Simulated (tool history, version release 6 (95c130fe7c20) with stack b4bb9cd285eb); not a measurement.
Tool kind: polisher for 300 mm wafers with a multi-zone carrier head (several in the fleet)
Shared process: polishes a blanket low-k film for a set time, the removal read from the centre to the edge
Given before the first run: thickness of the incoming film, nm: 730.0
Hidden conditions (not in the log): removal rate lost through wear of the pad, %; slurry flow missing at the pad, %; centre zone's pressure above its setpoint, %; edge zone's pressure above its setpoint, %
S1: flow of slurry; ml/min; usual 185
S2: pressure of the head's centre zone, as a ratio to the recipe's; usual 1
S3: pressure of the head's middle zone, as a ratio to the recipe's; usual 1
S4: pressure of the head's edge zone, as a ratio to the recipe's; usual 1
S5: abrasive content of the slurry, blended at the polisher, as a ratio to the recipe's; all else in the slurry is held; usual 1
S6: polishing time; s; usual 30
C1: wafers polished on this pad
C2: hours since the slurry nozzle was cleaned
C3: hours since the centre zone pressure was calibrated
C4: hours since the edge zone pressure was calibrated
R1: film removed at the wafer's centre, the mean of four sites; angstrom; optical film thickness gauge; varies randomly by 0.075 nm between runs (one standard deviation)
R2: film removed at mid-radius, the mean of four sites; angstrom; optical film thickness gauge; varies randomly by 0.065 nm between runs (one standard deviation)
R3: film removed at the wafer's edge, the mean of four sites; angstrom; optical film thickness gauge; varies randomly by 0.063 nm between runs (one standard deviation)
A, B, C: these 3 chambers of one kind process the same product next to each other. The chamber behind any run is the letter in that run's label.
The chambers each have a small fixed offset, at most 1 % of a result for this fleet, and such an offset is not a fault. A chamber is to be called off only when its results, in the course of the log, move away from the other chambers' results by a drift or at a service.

| run | day | S1 | S2 | S3 | S4 | S5 | S6 | C1 | C2 | C3 | C4 | R1 | R2 | R3 |
|---|---|---|---|---|---|---|---|---|---|---|---|---|---|---|
| 1B | 0.433 | 185 | 1 | 1 | 1 | 1 | 30 | 714 | 362.6 | 1151.4 | 82.4 | 89.43 | 89.398 | 88.279 |
|  | 0.454 | chamber C: worn pad replaced by a new one |
|  | 0.588 | chamber A: worn pad replaced by a new one |
| 2A | 0.704 | 185 | 1 | 1 | 1 | 1 | 30 | 33 | 167.8 | 994.1 | 276.2 | 88.666 | 88.837 | 90.539 |
| 3C | 0.954 | 185 | 1 | 1 | 1 | 1 | 30 | 142 | 50.9 | 466.3 | 105.7 | 89.211 | 88.62 | 89.501 |
|  | 1.154 | chamber A: centre zone pressure recalibrated |
| 4B | 1.333 | 185 | 1 | 1 | 1 | 1 | 30 | 969 | 384.2 | 1173 | 104 | 87.931 | 88.901 | 88.33 |
| 5A | 1.746 | 185 | 1 | 1 | 1 | 1 | 30 | 328 | 192.8 | 14.2 | 301.2 | 89.505 | 89.111 | 89.272 |
| 6C | 1.933 | 185 | 1 | 1 | 1 | 1 | 30 | 420 | 74.4 | 489.8 | 129.2 | 89.415 | 89.174 | 90.793 |
| 7B | 2.138 | 185 | 1.11 | 1 | 1 | 0.75 | 30 | 1197 | 403.5 | 1192.3 | 123.3 | 86.864 | 77.492 | 76.665 |
|  | 2.483 | chamber B: worn pad replaced by a new one |
| 8C | 2.567 | 185 | 1.11 | 1 | 1 | 0.75 | 30 | 599 | 89.6 | 505 | 144.4 | 86.719 | 76.731 | 77.464 |
|  | 2.671 | chamber C: worn pad replaced by a new one |
|  | 2.679 | chamber A: worn pad replaced by a new one |
| 9A | 2.908 | 185 | 1.11 | 1 | 1 | 0.75 | 30 | 65 | 220.7 | 42.1 | 329.1 | 86.501 | 78.665 | 78.931 |
| 10A | 3.2 | 185 | 1 | 1 | 1 | 1 | 30 | 148 | 227.7 | 49.1 | 336.1 | 88.318 | 88.654 | 89.929 |
| 11C | 3.55 | 185 | 1 | 1 | 1 | 1 | 30 | 249 | 113.2 | 528.6 | 168 | 89.643 | 88.316 | 90.47 |
|  | 3.671 | chamber A: slurry nozzle cleaned |
|  | 3.683 | chamber C: centre zone pressure recalibrated |
| 12B | 3.854 | 185 | 1 | 1 | 1 | 1 | 30 | 389 | 444.7 | 1233.5 | 164.5 | 91.082 | 88.487 | 89.883 |
| 13C | 4.229 | 185 | 1 | 1 | 1 | 1 | 30 | 442 | 129.5 | 13.2 | 184.3 | 89.901 | 87.609 | 89.221 |
| 14A | 4.529 | 185 | 1 | 1 | 1 | 1 | 30 | 525 | 20.6 | 81 | 368 | 88.953 | 88.62 | 90.007 |
|  | 4.538 | chamber C: worn pad replaced by a new one |
|  | 4.538 | chamber A: worn pad replaced by a new one |
| 15B | 4.788 | 185 | 1 | 1 | 1 | 1 | 30 | 654 | 467.1 | 1255.9 | 186.9 | 88.709 | 89.08 | 89.602 |
| 16C | 5.142 | 185 | 1 | 1 | 1 | 1 | 30 | 171 | 151.4 | 35.1 | 206.2 | 89.229 | 89.107 | 89.203 |
| 17B | 5.488 | 185 | 1 | 1 | 1 | 1 | 30 | 852 | 483.9 | 1272.7 | 203.7 | 88.819 | 89.406 | 88.957 |
| 18A | 5.85 | 185 | 1 | 1 | 1 | 1 | 30 | 372 | 52.3 | 112.7 | 399.7 | 88.906 | 88.804 | 90.452 |
|  | 6.088 | chamber B: centre zone pressure recalibrated |
| 19B | 6.15 | 185 | 1 | 1 | 1 | 1 | 30 | 1040 | 499.8 | 1.5 | 219.6 | 95.97 | 87.661 | 88.461 |
|  | 6.267 | chamber A: edge zone pressure recalibrated |
|  | 6.358 | chamber A: worn pad replaced by a new one |
| 20C | 6.358 | 130 | 0.95 | 1 | 1 | 1 | 30 | 516 | 180.6 | 64.3 | 235.4 | 79.812 | 83.464 | 85.107 |
|  | 6.658 | chamber C: worn pad replaced by a new one |
| 21A | 6.712 | 130 | 0.95 | 1 | 1 | 1 | 30 | 101 | 73 | 133.4 | 10.8 | 79.484 | 82.83 | 85.003 |
| 22B | 7.017 | 130 | 0.95 | 1 | 1 | 1 | 30 | 1286 | 520.6 | 22.3 | 240.4 | 83.122 | 83.162 | 83.767 |
| 23A | 7.212 | 185 | 1 | 1 | 1 | 1 | 30 | 243 | 85 | 145.4 | 22.8 | 89.795 | 88.444 | 90.101 |
| 24C | 7.417 | 185 | 1 | 1 | 1 | 1 | 30 | 215 | 206 | 89.7 | 260.8 | 90.157 | 89.075 | 89.907 |
|  | 7.471 | chamber B: worn pad replaced by a new one |
|  | 7.671 | chamber B: slurry nozzle cleaned |
| 25C | 7.746 | 185 | 1 | 1 | 1 | 1 | 30 | 308 | 213.9 | 97.6 | 268.7 | 88.061 | 88.07 | 89.32 |
| 26A | 8.154 | 185 | 1 | 1 | 0.91 | 1 | 30 | 509 | 107.6 | 168 | 45.4 | 87.809 | 88.126 | 85.29 |
|  | 8.288 | chamber A: worn pad replaced by a new one |
| 27B | 8.575 | 185 | 1 | 1 | 0.91 | 1 | 30 | 313 | 21.7 | 59.7 | 277.8 | 95.312 | 88.894 | 85.284 |
|  | 8.65 | chamber C: worn pad replaced by a new one |
| 28B | 9 | 185 | 1 | 1 | 0.91 | 1 | 30 | 433 | 31.9 | 69.9 | 288 | 95.635 | 89.66 | 83.603 |
| 29A | 9.254 | 185 | 1 | 1 | 1 | 1 | 30 | 275 | 134 | 194.4 | 71.8 | 88.814 | 87.998 | 89.583 |
| 30C | 9.633 | 185 | 1 | 1 | 1 | 1 | 30 | 279 | 259.2 | 142.9 | 314 | 90.1 | 87.887 | 90.487 |

Has any chamber moved away from the others, gradually or after a service, or does the common gauge drift, or do the chambers differ only by their own small steady offsets? State the chamber and the most likely cause if one applies.

A service on chamber B put it out of line with the rest.
Most likely cause: centre zone's pressure above its setpoint, % = 5.72.

Here are 4 candidates for chamber B's next run, each the usual settings with a change, their results left as question marks. Which one brings its results back in line with what the others give on the usual settings?
To be in line, a result may differ from the other chambers' mean on the usual settings by at most: R1 2.6 angstrom; R2 2.3 angstrom; R3 2.2 angstrom
| 31B-1 | 9.946 | 190 | 1.05 | 1 | 0.97 | 1 | 30 |  |  |  |  | ? | ? | ? |
| 31B-2 | 9.946 | 180 | 0.95 | 1 | 1.03 | 1 | 30 |  |  |  |  | ? | ? | ? |
| 31B-3 | 9.946 | 175 | 0.89 | 1 | 1.05 | 1 | 30 |  |  |  |  | ? | ? | ? |
| 31B-4 | 9.946 | 195 | 1.11 | 1 | 0.95 | 1 | 30 |  |  |  |  | ? | ? | ? |

What the other chambers average on the usual settings: R1 89.36 angstrom; R2 88.664 angstrom; R3 89.801 angstrom
| run | R1 | R2 | R3 |
|---|---|---|---|
| 31B-1 | 100.89 | 89.745 | 87.481 |
| 31B-2 | 89.752 | 89.029 | 89.709 |
| 31B-3 | 83.213 | 88.648 | 90.327 |
| 31B-4 | 107.52 | 90.069 | 86.801 |
31B-2 puts the chamber back in line with the other chambers.
